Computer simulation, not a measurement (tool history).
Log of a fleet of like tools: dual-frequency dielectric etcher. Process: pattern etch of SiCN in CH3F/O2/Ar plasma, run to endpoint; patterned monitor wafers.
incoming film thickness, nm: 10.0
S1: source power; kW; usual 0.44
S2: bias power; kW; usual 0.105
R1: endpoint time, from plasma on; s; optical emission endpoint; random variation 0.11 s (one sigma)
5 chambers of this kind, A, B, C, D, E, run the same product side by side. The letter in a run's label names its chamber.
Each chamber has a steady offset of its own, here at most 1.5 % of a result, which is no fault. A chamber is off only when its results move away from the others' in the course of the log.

| run | hour | S1 | S2 | R1 |
|---|---|---|---|---|
| 1E | 5.3 | 0.44 | 0.105 | 22.543 |
| 2D | 10.3 | 0.44 | 0.105 | 21.96 |
| 3C | 19.4 | 0.44 | 0.105 | 22.405 |
|  | 20.1 | chamber B: wet clean of the chamber |
| 4A | 25.5 | 0.44 | 0.105 | 22.525 |
|  | 33.5 | chamber E: wet clean of the chamber |
| 5B | 35.6 | 0.44 | 0.105 | 22.234 |
|  | 44.2 | chamber C: wet clean of the chamber |
| 6D | 45.6 | 0.44 | 0.105 | 22.266 |
| 7A | 50.3 | 0.44 | 0.105 | 22.569 |
| 8C | 59.4 | 0.44 | 0.105 | 22.375 |
| 9B | 66.9 | 0.44 | 0.105 | 22.367 |
| 10E | 72.8 | 0.44 | 0.105 | 22.6 |
| 11C | 82.4 | 0.44 | 0.105 | 22.386 |
| 12D | 87 | 0.44 | 0.105 | 21.886 |
| 13E | 95.3 | 0.44 | 0.105 | 22.72 |
| 14A | 102.9 | 0.44 | 0.087 | 24.077 |
| 15B | 107.7 | 0.44 | 0.087 | 24.28 |
| 16A | 114.4 | 0.44 | 0.087 | 24.384 |
| 17E | 119.7 | 0.44 | 0.087 | 24.155 |
| 18D | 128.2 | 0.44 | 0.087 | 23.512 |
| 19B | 133.1 | 0.44 | 0.13 | 20.684 |
|  | 135.1 | chamber E: source power generator calibrated |
| 20C | 141.1 | 0.44 | 0.13 | 20.967 |
| 21C | 147.7 | 0.44 | 0.13 | 20.562 |
|  | 153 | chamber E: bias power generator calibrated |
|  | 156.4 | chamber D: wet clean of the chamber |
| 22A | 157.8 | 0.44 | 0.13 | 20.667 |
| 23B | 163.9 | 0.44 | 0.13 | 20.631 |
| 24E | 173.5 | 0.39 | 0.094 | 24.626 |
| 25D | 182.3 | 0.39 | 0.094 | 24.179 |
| 26B | 191.7 | 0.39 | 0.094 | 24.566 |
| 27A | 198.4 | 0.39 | 0.094 | 24.64 |
| 28C | 206.9 | 0.39 | 0.094 | 24.206 |
| 29D | 216.5 | 0.44 | 0.105 | 22.024 |
| 30E | 226 | 0.44 | 0.105 | 22.6 |
| 31D | 231.6 | 0.44 | 0.105 | 22.015 |
| 32A | 241 | 0.44 | 0.105 | 22.658 |
| 33C | 247.4 | 0.44 | 0.105 | 22.577 |
| 34E | 252.3 | 0.44 | 0.105 | 22.465 |
| 35B | 262 | 0.36 | 0.124 | 22.415 |
|  | 263 | chamber C: source power generator calibrated |
| 36C | 267.3 | 0.36 | 0.124 | 22.631 |
| 37E | 273.3 | 0.36 | 0.124 | 22.725 |
| 38A | 280.9 | 0.36 | 0.124 | 22.716 |
| 39B | 286.9 | 0.36 | 0.124 | 22.563 |
| 40D | 296.7 | 0.44 | 0.105 | 22.222 |
| 41A | 303.6 | 0.37 | 0.105 | 24.034 |
| 42B | 309.8 | 0.37 | 0.105 | 23.998 |
| 43D | 314.4 | 0.37 | 0.105 | 23.582 |

Next, every chamber runs the same settings. What will each give?
| 44A | 321.7 | 0.44 | 0.105 | ? |
| 44B | 321.7 | 0.44 | 0.105 | ? |
| 44C | 321.7 | 0.44 | 0.105 | ? |
| 44D | 321.7 | 0.44 | 0.105 | ? |
| 44E | 321.7 | 0.44 | 0.105 | ? |

| run | R1 |
|---|---|
| 44A | 22.667 |
| 44B | 22.427 |
| 44C | 22.2 |
| 44D | 21.981 |
| 44E | 22.281 |
